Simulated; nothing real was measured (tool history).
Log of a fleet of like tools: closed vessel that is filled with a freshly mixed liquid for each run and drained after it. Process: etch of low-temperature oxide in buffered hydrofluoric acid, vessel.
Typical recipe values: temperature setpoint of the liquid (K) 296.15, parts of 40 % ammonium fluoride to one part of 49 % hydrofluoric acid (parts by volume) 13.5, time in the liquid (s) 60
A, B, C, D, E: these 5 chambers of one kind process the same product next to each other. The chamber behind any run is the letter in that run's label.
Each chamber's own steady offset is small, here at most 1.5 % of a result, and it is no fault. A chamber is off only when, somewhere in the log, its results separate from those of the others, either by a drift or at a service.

run   hour  temperature setpoint of the liquid (K)  parts of 40 % ammonium fluoride to one part of 49 % hydrofluoric acid (parts by volume)  time in the liquid (s)  read-back film thickness of the low-temperature oxide reference wafer, read on the same gauge (nm)  thickness taken off the low-temperature oxide on a monitor wafer (angstrom)
 1C    8.1                                  296.15                                                                                     13.5                      60                                                                                                 110                                                                       2784.5
 2D   14.1                                  296.15                                                                                     13.5                      60                                                                                                 110                                                                       2728.6
 3E   21.3                                  296.15                                                                                     13.5                      60                                                                                              109.98                                                                       2758.8
 4B   25.6                                  296.15                                                                                     13.5                      60                                                                                              109.96                                                                       2756.7
 5A   32.5                                  297.65                                                                                     13.5                      60                                                                                              110.01                                                                       2954.9
 6B   38.4                                  297.65                                                                                     13.5                      60                                                                                              110.01                                                                       3059.2
 7D   46.1                                  297.65                                                                                     13.5                      60                                                                                              109.94                                                                       2983.3
 8E   53.5                                  297.65                                                                                     13.5                      60                                                                                              110.04                                                                       3004.4
 9C   60.4                                  297.65                                                                                     13.5                      60                                                                                              109.98                                                                       3008.8
10A   68.1                                  299.65                                                                                     13.5                      75                                                                                              109.97                                                                       4125.1
11C   75.5                                  299.65                                                                                     13.5                      75                                                                                              109.98                                                                       4227.2
12A   80.1                                  299.65                                                                                     13.5                      75                                                                                              109.97                                                                       4063.1
13D   84.4                                  299.65                                                                                     13.5                      75                                                                                              109.98                                                                       4150.8
14B   89.4                                  299.65                                                                                     13.5                      75                                                                                              109.98                                                                       4199.5
15E   95.8                                  293.15                                                                                     10.5                      60                                                                                              110.01                                                                         3032
16A  102.1                                  293.15                                                                                     10.5                      60                                                                                              110.02                                                                       2956.1
17E  110.1                                  293.15                                                                                     10.5                      60                                                                                              109.99                                                                       3007.1
18B  115.7                                  293.15                                                                                     10.5                      60                                                                                              109.98                                                                       3014.5
19C  121.8                                  293.15                                                                                     10.5                      60                                                                                              110.03                                                                       2992.1
20D  128.9                                  296.15                                                                                     13.5                      60                                                                                              110.02                                                                       2769.6
21C  136.4                                  296.15                                                                                     13.5                      60                                                                                              110.01                                                                       2799.5
22E  140.8                                  296.15                                                                                     13.5                      60                                                                                              110.01                                                                         2758
23D  146.2                                  296.15                                                                                     13.5                      60                                                                                              109.99                                                                       2720.2
24B  149.9                                  296.15                                                                                     13.5                      60                                                                                              110.03                                                                       2779.1
25A  153.9                                  296.15                                                                                     13.5                      60                                                                                              109.96                                                                       2674.5
     155.3  -- chamber E: thermometer replaced
26E  161.9                                  296.15                                                                                     13.5                      60                                                                                              110.01                                                                       2750.3
27B  168.8                                  294.65                                                                                     13.5                      90                                                                                                 110                                                                       3858.5
28A  175.7                                  294.65                                                                                     13.5                      90                                                                                              110.01                                                                       3682.7
29D  181.8                                  294.65                                                                                     13.5                      90                                                                                              109.99                                                                         3771
30C  185.8                                  294.65                                                                                     13.5                      90                                                                                              109.96                                                                       3799.7
31B  189.9                                  294.65                                                                                     13.5                      90                                                                                              110.02                                                                       3819.1
32A  197.3                                  296.15                                                                                     13.5                      60                                                                                              109.98                                                                       2670.9
33D  203.4                                  296.15                                                                                     13.5                      60                                                                                              110.04                                                                       2731.7
34C  207.3                                  296.15                                                                                     13.5                      60                                                                                                 110                                                                       2773.5
35E  213.1                                  296.15                                                                                     13.5                      60                                                                                              110.04                                                                       2747.6
36A  217.6                                  296.15                                                                                     13.5                      60                                                                                                 110                                                                       2617.6
37B  225.1                                  296.15                                                                                     13.5                      60                                                                                              110.01                                                                       2764.6
38C  230.5                                  296.15                                                                                     13.5                      60                                                                                              109.97                                                                       2779.9

Does one chamber stand apart from the rest, does the shared gauge drift, or is all well apart from small per-chamber offsets? Give the chamber and the most likely cause, where there is one.

Little by little, chamber A moves away from the other chambers.
Likeliest cause: liquid colder than its thermometer reads (K) = 0.936.
It could be hard to tell apart here from: hydrofluoric acid flow below the setpoint (%).

Chamber A could run next with any of the 4 candidate recipes listed below; each alters the usual settings, and their results appear as question marks. Which one brings its results back in line with what the other chambers deliver on the usual settings?
Maximum distance from the other chambers' mean on the usual settings for a result to count as in line: thickness taken off the low-temperature oxide on a monitor wafer (angstrom) 81
39A-1  236.3                                  296.15                                                                                     14.5                      60                                                                                                                                                                                ?
39A-2  236.3                                  296.15                                                                                       12                      60                                                                                                                                                                                ?
39A-3  236.3                                  296.65                                                                                       13                      60                                                                                                                                                                                ?
39A-4  236.3                                  296.15                                                                                     15.5                      60                                                                                                                                                                                ?

Other chambers, usual settings, mean: thickness taken off the low-temperature oxide on a monitor wafer (angstrom) 2770.5
  run  thickness taken off the low-temperature oxide on a monitor wafer (angstrom)
39A-1                                                                       2437.7
39A-2                                                                       2926.1
39A-3                                                                       2786.3
39A-4                                                                         2285
39A-3 brings the chamber back in line.
